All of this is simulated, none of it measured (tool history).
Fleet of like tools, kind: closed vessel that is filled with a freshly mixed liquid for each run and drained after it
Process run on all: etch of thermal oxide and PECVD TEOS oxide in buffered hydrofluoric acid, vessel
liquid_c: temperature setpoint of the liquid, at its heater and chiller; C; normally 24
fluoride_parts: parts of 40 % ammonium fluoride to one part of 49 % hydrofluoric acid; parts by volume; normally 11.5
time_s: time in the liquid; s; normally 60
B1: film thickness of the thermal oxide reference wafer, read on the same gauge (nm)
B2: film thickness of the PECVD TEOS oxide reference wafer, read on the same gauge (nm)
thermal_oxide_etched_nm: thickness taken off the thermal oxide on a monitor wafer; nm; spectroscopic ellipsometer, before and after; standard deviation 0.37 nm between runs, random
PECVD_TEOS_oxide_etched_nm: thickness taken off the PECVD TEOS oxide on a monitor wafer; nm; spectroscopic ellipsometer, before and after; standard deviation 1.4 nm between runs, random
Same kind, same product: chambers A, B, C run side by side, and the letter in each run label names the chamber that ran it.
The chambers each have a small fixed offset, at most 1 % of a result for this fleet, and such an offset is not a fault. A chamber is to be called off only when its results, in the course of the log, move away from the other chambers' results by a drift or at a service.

run 1B hour=11.2 | liquid_c=24 fluoride_parts=11.5 time_s=60 | B1=140.01 B2=100 | thermal_oxide_etched_nm=59.592 PECVD_TEOS_oxide_etched_nm=138.36
run 2C hour=24.2 | liquid_c=24 fluoride_parts=11.5 time_s=60 | B1=140.01 B2=99.953 | thermal_oxide_etched_nm=59.12 PECVD_TEOS_oxide_etched_nm=137.25
run 3A hour=34.6 | liquid_c=24 fluoride_parts=11.5 time_s=60 | B1=140 B2=100 | thermal_oxide_etched_nm=59.782 PECVD_TEOS_oxide_etched_nm=136
run 4A hour=45.7 | liquid_c=24 fluoride_parts=11.5 time_s=60 | B1=140.01 B2=100.01 | thermal_oxide_etched_nm=59.901 PECVD_TEOS_oxide_etched_nm=136.76
run 5B hour=58.5 | liquid_c=24 fluoride_parts=11.5 time_s=60 | B1=140 B2=99.989 | thermal_oxide_etched_nm=59.592 PECVD_TEOS_oxide_etched_nm=140.72
run 6C hour=64.2 | liquid_c=24 fluoride_parts=11.5 time_s=60 | B1=139.99 B2=100.04 | thermal_oxide_etched_nm=60.248 PECVD_TEOS_oxide_etched_nm=140.04
run 7C hour=75.4 | liquid_c=24 fluoride_parts=11.5 time_s=60 | B1=140.04 B2=100.04 | thermal_oxide_etched_nm=60.158 PECVD_TEOS_oxide_etched_nm=138.15
run 8A hour=86.9 | liquid_c=24 fluoride_parts=11.5 time_s=60 | B1=140.04 B2=100.02 | thermal_oxide_etched_nm=60.244 PECVD_TEOS_oxide_etched_nm=136.32
run 9B hour=95.4 | liquid_c=24 fluoride_parts=11.5 time_s=60 | B1=140.01 B2=100.01 | thermal_oxide_etched_nm=59.996 PECVD_TEOS_oxide_etched_nm=138.95
run 10C hour=107.8 | liquid_c=24 fluoride_parts=11.5 time_s=60 | B1=139.99 B2=100.02 | thermal_oxide_etched_nm=60.253 PECVD_TEOS_oxide_etched_nm=139.7
run 11A hour=114.3 | liquid_c=24 fluoride_parts=11.5 time_s=60 | B1=140.02 B2=100.03 | thermal_oxide_etched_nm=60.921 PECVD_TEOS_oxide_etched_nm=138.02
run 12B hour=126.2 | liquid_c=24 fluoride_parts=11.5 time_s=60 | B1=139.98 B2=99.99 | thermal_oxide_etched_nm=60.162 PECVD_TEOS_oxide_etched_nm=140.1
run 13B hour=136 | liquid_c=24 fluoride_parts=8.5 time_s=60 | B1=139.99 B2=99.974 | thermal_oxide_etched_nm=78.239 PECVD_TEOS_oxide_etched_nm=185.16
run 14C hour=147 | liquid_c=24 fluoride_parts=8.5 time_s=60 | B1=139.97 B2=100.01 | thermal_oxide_etched_nm=78.837 PECVD_TEOS_oxide_etched_nm=180.11
run 15A hour=159.3 | liquid_c=24 fluoride_parts=8.5 time_s=60 | B1=139.98 B2=99.989 | thermal_oxide_etched_nm=78.361 PECVD_TEOS_oxide_etched_nm=178.06
run 16A hour=167.8 | liquid_c=24 fluoride_parts=11.5 time_s=60 | B1=139.98 B2=99.991 | thermal_oxide_etched_nm=60.04 PECVD_TEOS_oxide_etched_nm=137.4
run 17B hour=176.2 | liquid_c=24 fluoride_parts=11.5 time_s=60 | B1=140.05 B2=100.01 | thermal_oxide_etched_nm=59.407 PECVD_TEOS_oxide_etched_nm=140.01
run 18C hour=187.1 | liquid_c=24 fluoride_parts=11.5 time_s=60 | B1=139.99 B2=99.972 | thermal_oxide_etched_nm=60.112 PECVD_TEOS_oxide_etched_nm=142.28
run 19C hour=196.2 | liquid_c=21 fluoride_parts=9 time_s=60 | B1=139.99 B2=100.04 | thermal_oxide_etched_nm=62.827 PECVD_TEOS_oxide_etched_nm=146.21
run 20A hour=203.9 | liquid_c=21 fluoride_parts=9 time_s=60 | B1=139.96 B2=99.961 | thermal_oxide_etched_nm=62.701 PECVD_TEOS_oxide_etched_nm=143.34
run 21B hour=212.9 | liquid_c=21 fluoride_parts=9 time_s=60 | B1=140 B2=100 | thermal_oxide_etched_nm=61.804 PECVD_TEOS_oxide_etched_nm=148.07
run 22A hour=220.8 | liquid_c=24 fluoride_parts=11.5 time_s=60 | B1=139.99 B2=100.04 | thermal_oxide_etched_nm=61.189 PECVD_TEOS_oxide_etched_nm=137.02
run 23C hour=229.1 | liquid_c=24 fluoride_parts=11.5 time_s=60 | B1=140.01 B2=100.01 | thermal_oxide_etched_nm=59.8 PECVD_TEOS_oxide_etched_nm=138.52
run 24B hour=235.7 | liquid_c=24 fluoride_parts=11.5 time_s=60 | B1=140.02 B2=99.984 | thermal_oxide_etched_nm=59.725 PECVD_TEOS_oxide_etched_nm=139.9
run 25A hour=246.5 | liquid_c=22 fluoride_parts=11.5 time_s=85 | B1=139.98 B2=99.98 | thermal_oxide_etched_nm=76.476 PECVD_TEOS_oxide_etched_nm=177.79
run 26C hour=258 | liquid_c=22 fluoride_parts=11.5 time_s=85 | B1=139.98 B2=100.05 | thermal_oxide_etched_nm=76.288 PECVD_TEOS_oxide_etched_nm=176.22
run 27B hour=266.3 | liquid_c=22 fluoride_parts=11.5 time_s=85 | B1=139.98 B2=99.995 | thermal_oxide_etched_nm=75.868 PECVD_TEOS_oxide_etched_nm=178.07
-- hour=268.2 chamber C: thermometer replaced
run 28A hour=272.8 | liquid_c=24 fluoride_parts=11.5 time_s=40 | B1=139.99 B2=100.02 | thermal_oxide_etched_nm=40.289 PECVD_TEOS_oxide_etched_nm=92.679
run 29C hour=281.2 | liquid_c=24 fluoride_parts=11.5 time_s=40 | B1=140.02 B2=99.981 | thermal_oxide_etched_nm=39.804 PECVD_TEOS_oxide_etched_nm=93.291
run 30B hour=291.1 | liquid_c=24 fluoride_parts=11.5 time_s=40 | B1=140 B2=99.986 | thermal_oxide_etched_nm=39.898 PECVD_TEOS_oxide_etched_nm=92.212
run 31C hour=302.6 | liquid_c=24 fluoride_parts=8 time_s=70 | B1=139.99 B2=99.968 | thermal_oxide_etched_nm=97.257 PECVD_TEOS_oxide_etched_nm=225.1
run 32B hour=312.6 | liquid_c=24 fluoride_parts=8 time_s=70 | B1=140 B2=100.01 | thermal_oxide_etched_nm=96.987 PECVD_TEOS_oxide_etched_nm=227.12
run 33A hour=319.2 | liquid_c=24 fluoride_parts=8 time_s=70 | B1=140 B2=99.974 | thermal_oxide_etched_nm=98.066 PECVD_TEOS_oxide_etched_nm=219.27
run 34B hour=329.7 | liquid_c=24 fluoride_parts=11.5 time_s=60 | B1=139.97 B2=100 | thermal_oxide_etched_nm=59.974 PECVD_TEOS_oxide_etched_nm=138.19

One chamber off, gauge drift, or nothing amiss beyond the chambers' own small offsets? If it is a chamber, which one, and what is the likeliest cause?

Nothing is wrong: each chamber keeps only its own small, steady offset and the gauge holds still.
